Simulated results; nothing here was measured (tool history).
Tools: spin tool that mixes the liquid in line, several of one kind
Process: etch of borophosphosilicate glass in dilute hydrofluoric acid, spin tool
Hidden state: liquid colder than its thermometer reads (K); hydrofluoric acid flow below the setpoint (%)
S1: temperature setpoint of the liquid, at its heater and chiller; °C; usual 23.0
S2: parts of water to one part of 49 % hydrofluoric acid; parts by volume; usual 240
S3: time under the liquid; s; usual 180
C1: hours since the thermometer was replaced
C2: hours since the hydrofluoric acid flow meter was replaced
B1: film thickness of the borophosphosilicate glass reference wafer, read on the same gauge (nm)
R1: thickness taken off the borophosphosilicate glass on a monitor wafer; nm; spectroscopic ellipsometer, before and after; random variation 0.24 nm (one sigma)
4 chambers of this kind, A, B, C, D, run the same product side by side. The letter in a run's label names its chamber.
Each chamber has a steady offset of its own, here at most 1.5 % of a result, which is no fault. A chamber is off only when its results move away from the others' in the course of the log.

| run | hour | S1 | S2 | S3 | C1 | C2 | B1 | R1 |
|---|---|---|---|---|---|---|---|---|
| 1A | 13.1 | 23.0 | 240 | 180 | 97.5 | 557.3 | 50.017 | 26.485 |
| 2C | 20.3 | 23.0 | 240 | 180 | 488.8 | 939.0 | 49.970 | 26.360 |
| 3B | 30.1 | 23.0 | 240 | 180 | 618.3 | 1747.9 | 49.991 | 26.374 |
| 4D | 39.1 | 23.0 | 240 | 180 | 2116.7 | 1476.9 | 50.044 | 25.588 |
| 5A | 50.1 | 23.0 | 240 | 180 | 134.5 | 594.3 | 50.003 | 26.565 |
| 6D | 57.5 | 23.0 | 240 | 180 | 2135.1 | 1495.3 | 50.015 | 25.758 |
| 7B | 65.4 | 23.0 | 240 | 180 | 653.6 | 1783.2 | 49.989 | 25.955 |
| 8C | 77.7 | 23.0 | 240 | 180 | 546.2 | 996.4 | 49.975 | 26.281 |
| 9D | 85.1 | 23.0 | 240 | 180 | 2162.7 | 1522.9 | 49.979 | 26.022 |
| 10A | 93.2 | 23.0 | 240 | 180 | 177.6 | 637.4 | 50.006 | 26.623 |
| 11C | 105.1 | 23.0 | 240 | 180 | 573.6 | 1023.8 | 50.005 | 26.433 |
| 12B | 112.1 | 23.0 | 240 | 180 | 700.3 | 1829.9 | 49.998 | 26.132 |
| 13D | 125.5 | 23.0 | 240 | 180 | 2203.1 | 1563.3 | 50.004 | 26.015 |
| 14B | 133.2 | 23.0 | 240 | 180 | 721.4 | 1851.0 | 49.978 | 26.212 |
| 15A | 141.1 | 23.0 | 240 | 180 | 225.5 | 685.3 | 50.031 | 26.177 |
| 16C | 156.0 | 23.0 | 240 | 180 | 624.5 | 1074.7 | 49.976 | 26.360 |
| 17D | 169.4 | 23.0 | 175 | 230 | 2247.0 | 1607.2 | 49.998 | 48.126 |
| 18A | 180.2 | 23.0 | 175 | 230 | 264.6 | 724.4 | 50.014 | 47.777 |
| 19B | 194.3 | 23.0 | 175 | 230 | 782.5 | 1912.1 | 50.017 | 49.528 |
|  | 203.7 | chamber B: thermometer replaced |
| 20C | 205.3 | 23.0 | 175 | 230 | 673.8 | 1124.0 | 50.016 | 49.625 |
| 21C | 218.8 | 23.0 | 240 | 180 | 687.3 | 1137.5 | 49.976 | 26.525 |
|  | 228.0 | chamber B: hydrofluoric acid flow meter replaced |
| 22D | 231.6 | 23.0 | 240 | 180 | 2309.2 | 1669.4 | 49.999 | 25.755 |
| 23B | 243.9 | 23.0 | 240 | 180 | 40.3 | 15.9 | 49.960 | 26.652 |
| 24A | 257.8 | 23.0 | 240 | 180 | 342.2 | 802.0 | 50.028 | 25.136 |
| 25D | 270.4 | 23.0 | 240 | 180 | 2348.0 | 1708.2 | 49.963 | 25.643 |
| 26B | 281.5 | 23.0 | 240 | 180 | 77.9 | 53.5 | 49.970 | 26.848 |
| 27A | 291.3 | 23.0 | 240 | 180 | 375.7 | 835.5 | 50.015 | 24.807 |
| 28C | 301.9 | 23.0 | 240 | 180 | 770.4 | 1220.6 | 49.982 | 26.052 |
| 29C | 316.6 | 23.0 | 240 | 180 | 785.1 | 1235.3 | 50.000 | 26.189 |
| 30B | 325.5 | 23.0 | 240 | 180 | 121.9 | 97.5 | 49.966 | 26.351 |
| 31A | 334.7 | 25.0 | 240 | 180 | 419.1 | 878.9 | 50.010 | 26.484 |
| 32D | 341.2 | 25.0 | 240 | 180 | 2418.8 | 1779.0 | 50.019 | 27.866 |
| 33C | 353.3 | 25.0 | 240 | 180 | 821.8 | 1272.0 | 49.960 | 28.079 |
| 34D | 364.9 | 25.0 | 240 | 180 | 2442.5 | 1802.7 | 49.961 | 28.143 |
|  | 378.8 | chamber D: hydrofluoric acid flow meter replaced |
| 35A | 379.2 | 23.0 | 240 | 180 | 463.6 | 923.4 | 50.015 | 24.209 |
| 36B | 392.3 | 23.0 | 240 | 180 | 188.7 | 164.3 | 49.994 | 26.264 |
| 37B | 398.9 | 23.0 | 240 | 180 | 195.3 | 170.9 | 50.023 | 26.336 |
| 38D | 407.9 | 26.5 | 240 | 230 | 2485.5 | 29.1 | 50.003 | 38.088 |

Is one chamber off against the others, does the gauge drift, or is nothing wrong? If a chamber is off, say which, and what the likeliest cause is.

Chamber A drifts away from the others.
Cause: hydrofluoric acid flow below the setpoint (%) = 8.31.
The log may not tell that from: liquid colder than its thermometer reads (K).

Here are 4 candidates for chamber A's next run, each the usual settings with a change, their results left as question marks. Which one brings its results back in line with what the others give on the usual settings?
In line means no further than this from the other chambers' mean on the usual settings: R1 0.840 nm
| 39A-1 | 418.6 | 23.0 | 250 | 170 |  |  |  | ? |
| 39A-2 | 418.6 | 23.0 | 260 | 165 |  |  |  | ? |
| 39A-3 | 418.6 | 23.0 | 230 | 190 |  |  |  | ? |
| 39A-4 | 418.6 | 23.0 | 220 | 195 |  |  |  | ? |

The other chambers' mean on the usual settings: R1 26.248 nm
| run | R1 |
|---|---|
| 39A-1 | 21.234 |
| 39A-2 | 19.617 |
| 39A-3 | 26.331 |
| 39A-4 | 28.547 |
39A-3 brings the chamber back in line.
